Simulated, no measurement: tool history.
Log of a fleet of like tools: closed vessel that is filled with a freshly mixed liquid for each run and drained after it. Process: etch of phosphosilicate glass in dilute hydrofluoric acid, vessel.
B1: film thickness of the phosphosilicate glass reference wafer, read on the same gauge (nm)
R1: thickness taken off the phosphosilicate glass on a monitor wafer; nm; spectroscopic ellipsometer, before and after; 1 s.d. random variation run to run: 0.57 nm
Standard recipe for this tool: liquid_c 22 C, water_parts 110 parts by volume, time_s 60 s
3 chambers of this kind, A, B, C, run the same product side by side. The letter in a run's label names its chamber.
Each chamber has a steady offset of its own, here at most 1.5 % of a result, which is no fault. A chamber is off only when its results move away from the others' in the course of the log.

{"run": "1C", "hour": 15.5, "liquid_c": 22, "water_parts": 110, "time_s": 60, "B1": 140.02, "R1": 64.036}
{"run": "2B", "hour": 24.8, "liquid_c": 22, "water_parts": 110, "time_s": 60, "B1": 140.0, "R1": 64.362}
{"run": "3A", "hour": 32.8, "liquid_c": 22, "water_parts": 110, "time_s": 60, "B1": 139.99, "R1": 63.839}
{"run": "4A", "hour": 44.6, "liquid_c": 22, "water_parts": 110, "time_s": 60, "B1": 139.98, "R1": 63.875}
{"run": "5C", "hour": 56.1, "liquid_c": 22, "water_parts": 110, "time_s": 60, "B1": 140.0, "R1": 64.191}
{"hour": 58.0, "done": "chamber C: hydrofluoric acid flow meter replaced"}
{"hour": 61.4, "done": "chamber A: hydrofluoric acid flow meter replaced"}
{"run": "6B", "hour": 72.0, "liquid_c": 22, "water_parts": 110, "time_s": 60, "B1": 139.99, "R1": 66.694}
{"run": "7C", "hour": 86.4, "liquid_c": 22, "water_parts": 110, "time_s": 60, "B1": 140.01, "R1": 64.308}
{"run": "8A", "hour": 101.4, "liquid_c": 22, "water_parts": 110, "time_s": 60, "B1": 140.0, "R1": 64.077}
{"run": "9B", "hour": 116.7, "liquid_c": 22, "water_parts": 110, "time_s": 60, "B1": 139.99, "R1": 65.787}
{"run": "10C", "hour": 125.5, "liquid_c": 22, "water_parts": 110, "time_s": 60, "B1": 139.99, "R1": 64.48}
{"run": "11B", "hour": 140.9, "liquid_c": 22, "water_parts": 110, "time_s": 60, "B1": 139.99, "R1": 67.063}
{"run": "12A", "hour": 149.4, "liquid_c": 22, "water_parts": 110, "time_s": 60, "B1": 140.01, "R1": 63.34}
{"run": "13A", "hour": 161.0, "liquid_c": 25, "water_parts": 110, "time_s": 85, "B1": 139.99, "R1": 102.4}
{"run": "14C", "hour": 177.4, "liquid_c": 25, "water_parts": 110, "time_s": 85, "B1": 140.01, "R1": 101.86}
{"run": "15B", "hour": 192.2, "liquid_c": 25, "water_parts": 110, "time_s": 85, "B1": 139.99, "R1": 109.53}
{"run": "16B", "hour": 203.3, "liquid_c": 22, "water_parts": 110, "time_s": 60, "B1": 140.01, "R1": 69.501}
{"run": "17A", "hour": 216.6, "liquid_c": 22, "water_parts": 110, "time_s": 60, "B1": 140.01, "R1": 63.027}
{"run": "18C", "hour": 231.4, "liquid_c": 22, "water_parts": 110, "time_s": 60, "B1": 140.0, "R1": 63.749}
{"run": "19A", "hour": 242.5, "liquid_c": 22, "water_parts": 110, "time_s": 60, "B1": 140.0, "R1": 64.572}
{"run": "20C", "hour": 251.0, "liquid_c": 22, "water_parts": 110, "time_s": 60, "B1": 140.02, "R1": 64.13}
{"run": "21B", "hour": 259.4, "liquid_c": 22, "water_parts": 110, "time_s": 60, "B1": 140.02, "R1": 70.166}
{"run": "22C", "hour": 272.5, "liquid_c": 22, "water_parts": 110, "time_s": 60, "B1": 140.01, "R1": 63.957}

Does one chamber stand apart from the rest, does the shared gauge drift, or is all well apart from small per-chamber offsets? Give the chamber and the most likely cause, where there is one.

One chamber, B, drifts off from the rest bit by bit.
What lies behind it: hydrofluoric acid flow above the setpoint (%) = 8.83.
The log may not separate it from: liquid hotter than its thermometer reads (K).

Here are 4 candidates for chamber B's next run, each the usual settings with a change, their results left as question marks. Which one brings its results back in line with what the others give on the usual settings?
To be in line, a result may differ from the other chambers' mean on the usual settings by at most: R1 2.000 nm
{"run": "23B-1", "hour": 284.4, "liquid_c": 21.5, "water_parts": 110, "time_s": 55, "R1": "?"}
{"run": "23B-2", "hour": 284.4, "liquid_c": 24.5, "water_parts": 110, "time_s": 60, "R1": "?"}
{"run": "23B-3", "hour": 284.4, "liquid_c": 22.0, "water_parts": 105, "time_s": 60, "R1": "?"}
{"run": "23B-4", "hour": 284.4, "liquid_c": 21.0, "water_parts": 110, "time_s": 60, "R1": "?"}

Usual-settings mean across the other chambers: R1 63.955 nm
run=23B-1 R1=63.960
run=23B-2 R1=78.689
run=23B-3 R1=74.927
run=23B-4 R1=68.345
Change 23B-1 lands the chamber within the allowed miss of the other chambers.
